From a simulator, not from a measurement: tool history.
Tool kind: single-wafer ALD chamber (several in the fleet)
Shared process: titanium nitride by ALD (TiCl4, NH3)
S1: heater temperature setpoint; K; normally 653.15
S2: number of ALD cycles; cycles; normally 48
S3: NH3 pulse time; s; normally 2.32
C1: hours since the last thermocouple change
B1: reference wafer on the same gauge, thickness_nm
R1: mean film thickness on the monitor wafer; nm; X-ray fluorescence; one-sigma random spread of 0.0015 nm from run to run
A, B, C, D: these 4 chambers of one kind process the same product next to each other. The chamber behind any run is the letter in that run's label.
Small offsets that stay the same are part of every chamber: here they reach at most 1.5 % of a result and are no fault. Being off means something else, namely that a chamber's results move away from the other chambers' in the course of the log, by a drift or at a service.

run	day	S1	S2	S3	C1	B1	R1
1C	0.233	653.15	48	2.32	1728.6	0.98007	1.03210
2A	0.500	653.15	48	2.32	2459.2	0.98091	1.06000
3D	0.662	653.15	48	2.32	1007.0	0.98079	1.05280
4B	0.846	653.15	48	2.32	487.6	0.98062	1.05930
5A	1.079	653.15	48	2.32	2473.1	0.98081	1.05640
6B	1.200	653.15	43	2.32	496.1	0.98117	0.95084
7C	1.417	653.15	43	2.32	1757.0	0.98117	0.92618
8D	1.675	653.15	43	2.32	1031.3	0.98133	0.94054
9D	1.854	653.15	43	2.32	1035.6	0.98158	0.94173
10A	2.046	653.15	48	2.32	2496.3	0.98168	1.05880
11B	2.271	653.15	48	2.32	521.8	0.98170	1.06030
12C	2.483	653.15	48	2.32	1782.6	0.98161	1.03720
13B	2.617	653.15	53	2.95	530.1	0.98215	1.18660
14C	2.871	653.15	53	2.95	1791.9	0.98217	1.15690
15D	3.025	653.15	53	2.95	1063.7	0.98243	1.17390
16A	3.221	653.15	53	2.95	2524.5	0.98275	1.18280
17B	3.429	653.15	48	2.32	549.6	0.98317	1.06080
18D	3.642	653.15	48	2.32	1078.5	0.98273	1.05180
19C	3.808	653.15	48	2.32	1814.4	0.98308	1.03360
# day 3.954: chamber A: thermocouple changed; heater temperature recalibrated
20A	3.975	653.15	48	2.32	0.6	0.98327	1.06190
21B	4.208	653.15	55	1.63	568.3	0.98362	1.19670
22A	4.333	653.15	55	1.63	9.2	0.98357	1.19210
23D	4.488	653.15	55	1.63	1098.8	0.98343	1.18350
24C	4.617	653.15	55	1.63	1833.8	0.98364	1.16350
25C	4.854	653.15	48	2.32	1839.5	0.98392	1.04050
26A	5.100	661.15	48	2.32	27.6	0.98481	1.06700
27D	5.308	661.15	48	2.32	1118.5	0.98456	1.05860
28B	5.438	661.15	48	2.32	597.8	0.98431	1.07110
29C	5.675	661.15	48	2.32	1859.2	0.98490	1.04630
30B	5.912	653.15	48	2.32	609.2	0.98474	1.06410
31A	6.067	653.15	48	2.32	50.8	0.98524	1.06140
32D	6.283	653.15	48	2.32	1141.9	0.98506	1.05660
33D	6.462	657.15	51	2.32	1146.2	0.98508	1.12570
34C	6.629	657.15	51	2.32	1882.1	0.98562	1.10680
35A	6.792	657.15	51	2.32	68.2	0.98528	1.13520
36B	6.962	657.15	51	2.32	634.4	0.98561	1.13570

Is one chamber out of step, is the gauge drifting, or do the chambers differ by no more than their own small offsets? For an off chamber, give its letter and the likeliest cause.

Gauge drift. The chambers move together only on paper, and none stands off.
What lies behind it: gauge reads high (%) = 0.602.
